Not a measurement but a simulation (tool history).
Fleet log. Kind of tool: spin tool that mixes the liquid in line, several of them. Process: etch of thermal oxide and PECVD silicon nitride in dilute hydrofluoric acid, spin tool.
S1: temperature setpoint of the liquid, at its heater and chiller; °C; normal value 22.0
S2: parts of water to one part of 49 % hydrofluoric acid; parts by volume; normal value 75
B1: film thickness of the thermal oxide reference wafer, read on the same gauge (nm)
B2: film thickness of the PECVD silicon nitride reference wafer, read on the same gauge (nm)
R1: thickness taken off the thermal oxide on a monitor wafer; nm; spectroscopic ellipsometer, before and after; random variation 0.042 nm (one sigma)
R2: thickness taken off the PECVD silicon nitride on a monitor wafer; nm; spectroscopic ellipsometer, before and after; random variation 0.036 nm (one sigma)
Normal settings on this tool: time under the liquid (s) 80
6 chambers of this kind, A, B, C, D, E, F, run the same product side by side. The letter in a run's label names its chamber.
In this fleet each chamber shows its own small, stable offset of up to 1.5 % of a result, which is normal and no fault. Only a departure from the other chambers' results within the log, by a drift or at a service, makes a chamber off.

run 1D hour=8.2 | S1=22.0 S2=75 time_under_the_liquid_(s)=80 | B1=70.015 B2=150.03 | R1=4.6709 R2=2.93230
run 2C hour=21.3 | S1=22.0 S2=75 time_under_the_liquid_(s)=80 | B1=69.998 B2=150.02 | R1=4.7261 R2=2.97320
run 3F hour=33.6 | S1=22.0 S2=75 time_under_the_liquid_(s)=80 | B1=70.015 B2=150.05 | R1=4.7035 R2=2.98680
run 4B hour=42.8 | S1=22.0 S2=75 time_under_the_liquid_(s)=80 | B1=70.004 B2=150.04 | R1=4.6084 R2=2.88850
run 5E hour=57.2 | S1=26.5 S2=100 time_under_the_liquid_(s)=80 | B1=69.987 B2=149.97 | R1=4.1191 R2=3.00470
run 6A hour=67.3 | S1=26.5 S2=100 time_under_the_liquid_(s)=80 | B1=70.006 B2=149.97 | R1=4.0137 R2=2.95830
run 7D hour=74.2 | S1=26.5 S2=100 time_under_the_liquid_(s)=80 | B1=70.007 B2=149.94 | R1=4.0627 R2=2.96020
run 8C hour=85.6 | S1=26.5 S2=100 time_under_the_liquid_(s)=80 | B1=69.985 B2=149.98 | R1=4.0373 R2=3.06820
run 9F hour=97.2 | S1=26.5 S2=100 time_under_the_liquid_(s)=80 | B1=70.008 B2=149.99 | R1=4.0128 R2=2.99100
run 10E hour=107.1 | S1=26.5 S2=100 time_under_the_liquid_(s)=80 | B1=70.000 B2=150.06 | R1=4.1479 R2=2.93230
run 11A hour=115.3 | S1=17.5 S2=75 time_under_the_liquid_(s)=35 | B1=69.993 B2=149.97 | R1=1.7020 R2=0.96113
run 12B hour=127.8 | S1=17.5 S2=75 time_under_the_liquid_(s)=35 | B1=69.991 B2=149.95 | R1=1.6773 R2=0.94134
run 13B hour=135.4 | S1=17.5 S2=75 time_under_the_liquid_(s)=35 | B1=70.000 B2=150.07 | R1=1.6770 R2=0.94745
run 14F hour=147.4 | S1=17.5 S2=75 time_under_the_liquid_(s)=35 | B1=69.996 B2=150.02 | R1=1.6913 R2=0.95486
run 15D hour=154.7 | S1=17.5 S2=75 time_under_the_liquid_(s)=35 | B1=70.012 B2=150.01 | R1=1.6767 R2=0.91895
run 16E hour=163.4 | S1=17.5 S2=75 time_under_the_liquid_(s)=35 | B1=70.009 B2=150.03 | R1=1.6916 R2=0.93614
run 17C hour=173.3 | S1=22.0 S2=75 time_under_the_liquid_(s)=80 | B1=70.020 B2=149.96 | R1=4.6325 R2=3.10220
run 18A hour=180.8 | S1=22.0 S2=75 time_under_the_liquid_(s)=80 | B1=69.983 B2=149.95 | R1=4.6998 R2=3.00510
run 19D hour=196.4 | S1=22.0 S2=55 time_under_the_liquid_(s)=80 | B1=70.002 B2=150.00 | R1=6.4170 R2=3.74470
run 20A hour=207.9 | S1=22.0 S2=55 time_under_the_liquid_(s)=80 | B1=69.988 B2=150.02 | R1=6.6070 R2=4.02790
run 21B hour=221.4 | S1=22.0 S2=55 time_under_the_liquid_(s)=80 | B1=69.998 B2=150.02 | R1=6.5940 R2=3.98170
run 22E hour=231.6 | S1=22.0 S2=55 time_under_the_liquid_(s)=80 | B1=70.009 B2=150.00 | R1=6.5234 R2=4.03210
run 23F hour=242.1 | S1=22.0 S2=55 time_under_the_liquid_(s)=80 | B1=69.991 B2=150.00 | R1=6.5140 R2=4.05710
run 24C hour=256.6 | S1=22.0 S2=55 time_under_the_liquid_(s)=80 | B1=70.002 B2=149.96 | R1=6.5370 R2=4.05420
run 25A hour=269.5 | S1=22.0 S2=75 time_under_the_liquid_(s)=120 | B1=70.005 B2=150.00 | R1=7.0768 R2=4.41630
run 26C hour=276.6 | S1=22.0 S2=75 time_under_the_liquid_(s)=120 | B1=69.999 B2=149.97 | R1=7.0942 R2=4.57680
run 27D hour=291.4 | S1=22.0 S2=75 time_under_the_liquid_(s)=120 | B1=69.998 B2=150.02 | R1=6.6929 R2=4.15000
run 28F hour=302.4 | S1=22.0 S2=75 time_under_the_liquid_(s)=120 | B1=69.991 B2=150.04 | R1=7.0358 R2=4.49130
run 29B hour=317.1 | S1=22.0 S2=75 time_under_the_liquid_(s)=120 | B1=69.983 B2=150.03 | R1=6.9668 R2=4.44480
run 30E hour=328.1 | S1=22.0 S2=75 time_under_the_liquid_(s)=120 | B1=70.006 B2=150.04 | R1=7.1137 R2=4.44860
run 31D hour=340.6 | S1=22.0 S2=75 time_under_the_liquid_(s)=80 | B1=70.002 B2=149.93 | R1=4.4596 R2=2.69780
run 32E hour=353.6 | S1=22.0 S2=75 time_under_the_liquid_(s)=80 | B1=69.984 B2=150.05 | R1=4.7076 R2=2.95530
run 33A hour=363.0 | S1=22.0 S2=75 time_under_the_liquid_(s)=80 | B1=69.996 B2=150.01 | R1=4.6718 R2=2.94910
run 34C hour=373.4 | S1=25.0 S2=75 time_under_the_liquid_(s)=115 | B1=70.008 B2=149.97 | R1=7.6027 R2=5.40970
run 35F hour=381.0 | S1=25.0 S2=75 time_under_the_liquid_(s)=115 | B1=70.011 B2=150.00 | R1=7.5289 R2=5.12470
run 36B hour=395.0 | S1=25.0 S2=75 time_under_the_liquid_(s)=115 | B1=70.021 B2=149.99 | R1=7.5577 R2=5.15640
run 37B hour=410.9 | S1=25.0 S2=75 time_under_the_liquid_(s)=115 | B1=70.016 B2=149.99 | R1=7.4782 R2=5.18690
run 38E hour=426.5 | S1=25.0 S2=75 time_under_the_liquid_(s)=115 | B1=70.001 B2=150.01 | R1=7.6918 R2=5.15530
-- hour=431.7 chamber D: hydrofluoric acid flow meter replaced
run 39D hour=434.3 | S1=25.0 S2=75 time_under_the_liquid_(s)=115 | B1=70.012 B2=149.97 | R1=7.0378 R2=4.73090
run 40A hour=441.8 | S1=22.0 S2=75 time_under_the_liquid_(s)=80 | B1=69.973 B2=149.98 | R1=4.6784 R2=2.96690

What goes on in this fleet: one chamber off, a drifting gauge, or nothing beyond the chambers' own small offsets? Name the chamber and the cause, if any.

One chamber, D, drifts off from the rest bit by bit.
What lies behind it: liquid colder than its thermometer reads (K) = 1.69.

Below are 4 candidate recipes for chamber D's next run, each the usual settings with a change, their results shown as question marks. Which of them brings D's results back in line with what the other chambers give on the usual settings?
Counts as in line when no further than this from what the other chambers average on the usual settings: R1 0.1400 nm; R2 0.13000 nm
run 41D-1 hour=453.3 | S1=22.5 S2=75 time_under_the_liquid_(s)=80 | R1=? R2=?
run 41D-2 hour=453.3 | S1=20.0 S2=70 time_under_the_liquid_(s)=75 | R1=? R2=?
run 41D-3 hour=453.3 | S1=24.0 S2=80 time_under_the_liquid_(s)=85 | R1=? R2=?
run 41D-4 hour=453.3 | S1=21.5 S2=75 time_under_the_liquid_(s)=80 | R1=? R2=?

The other chambers' mean on the usual settings: R1 4.6785 nm; R2 2.96520 nm
run=41D-1 R1=4.4632 R2=2.72430
run=41D-2 R1=4.0581 R2=2.29690
run=41D-3 R1=4.7037 R2=3.01220
run=41D-4 R1=4.2812 R2=2.54370
41D-3 puts the chamber back in line with the other chambers.
